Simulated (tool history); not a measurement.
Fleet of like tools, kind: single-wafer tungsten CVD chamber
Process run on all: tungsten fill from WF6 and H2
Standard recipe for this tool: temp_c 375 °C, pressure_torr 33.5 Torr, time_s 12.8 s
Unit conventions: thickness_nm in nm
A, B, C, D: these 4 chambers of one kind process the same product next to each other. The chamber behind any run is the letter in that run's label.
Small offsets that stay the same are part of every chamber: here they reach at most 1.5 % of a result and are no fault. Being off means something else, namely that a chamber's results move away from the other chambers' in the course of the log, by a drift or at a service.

run	day	temp_c	pressure_torr	time_s	hours since the last thermocouple change	hours since the last manometer calibration	read-back reference wafer on the same gauge, thickness_nm	thickness_nm
1C	0.225	375	33.5	12.8	1547.5	2262.2	20.701	24.008
2D	0.433	375	33.5	12.8	435.0	802.8	20.687	24.252
3B	0.617	375	33.5	12.8	624.8	666.6	20.718	23.841
4A	0.804	375	33.5	12.8	870.5	1512.0	20.709	24.176
5C	0.971	375	33.5	12.8	1565.4	2280.1	20.693	23.949
6D	1.188	375	33.5	12.8	453.1	820.9	20.682	23.899
7B	1.350	375	33.5	12.8	642.4	684.2	20.686	23.878
8A	1.521	375	33.5	12.8	887.7	1529.2	20.737	24.232
9D	1.679	375	33.5	12.8	464.9	832.7	20.723	24.097
10A	1.850	375	33.5	12.8	895.6	1537.1	20.690	24.009
11B	1.988	375	38.1	12.8	657.7	699.5	20.705	25.509
12C	2.204	375	38.1	12.8	1595.0	2309.7	20.698	25.087
13B	2.329	375	38.1	12.8	665.9	707.7	20.710	25.344
14A	2.492	375	38.1	12.8	911.0	1552.5	20.686	25.698
15C	2.658	375	33.5	12.8	1605.9	2320.6	20.704	24.024
16D	2.825	375	33.5	12.8	492.4	860.2	20.710	24.112
17B	2.938	375	33.5	12.8	680.5	722.3	20.716	23.912
18C	3.088	375	33.5	12.8	1616.2	2330.9	20.710	23.861
19A	3.254	375	33.5	12.8	929.3	1570.8	20.694	24.137
# day 3.312: chamber C: capacitance manometer re-zeroed and calibrated
20D	3.362	375	25.7	14.0	505.3	873.1	20.705	23.210
21A	3.571	375	25.7	14.0	936.9	1578.4	20.689	23.377
22C	3.729	375	25.7	14.0	1631.6	10.0	20.689	23.897
23B	3.883	375	25.7	14.0	703.2	745.0	20.669	23.467
24D	4.125	375	33.5	12.8	523.6	891.4	20.664	24.138
25C	4.254	375	33.5	12.8	1644.2	22.6	20.684	24.752
# day 4.275: chamber C: thermocouple changed; heater temperature recalibrated
# day 4.317: chamber A: capacitance manometer re-zeroed and calibrated
26D	4.412	375	33.5	12.8	530.5	898.3	20.702	24.015
27A	4.604	375	33.5	12.8	961.7	7.0	20.702	24.188
28B	4.754	375	33.5	12.8	724.1	765.9	20.682	24.079
29D	4.971	375	33.5	12.8	543.9	911.7	20.692	24.135
30A	5.088	375	41.2	12.8	973.3	18.6	20.717	26.438
31B	5.196	375	41.2	12.8	734.7	776.5	20.702	26.435
32C	5.396	375	41.2	12.8	26.9	50.0	20.694	27.258
33B	5.512	375	41.2	12.8	742.3	784.1	20.697	26.492
34D	5.725	375	33.5	12.8	562.0	929.8	20.665	24.092
35C	5.858	375	33.5	10.8	38.0	61.1	20.676	20.733
36A	6.000	375	33.5	10.8	995.2	40.5	20.697	20.275
37B	6.208	375	33.5	10.8	759.0	800.8	20.726	20.362
38D	6.438	375	33.5	10.8	579.1	946.9	20.685	20.332

Each of the 4 chambers runs these same settings next. Fill in every chamber's results:
39A	6.608	375	33.5	13.6				?
39B	6.608	375	33.5	13.6				?
39C	6.608	375	33.5	13.6				?
39D	6.608	375	33.5	13.6				?

run	thickness_nm
39A	25.589
39B	25.438
39C	26.264
39D	25.626

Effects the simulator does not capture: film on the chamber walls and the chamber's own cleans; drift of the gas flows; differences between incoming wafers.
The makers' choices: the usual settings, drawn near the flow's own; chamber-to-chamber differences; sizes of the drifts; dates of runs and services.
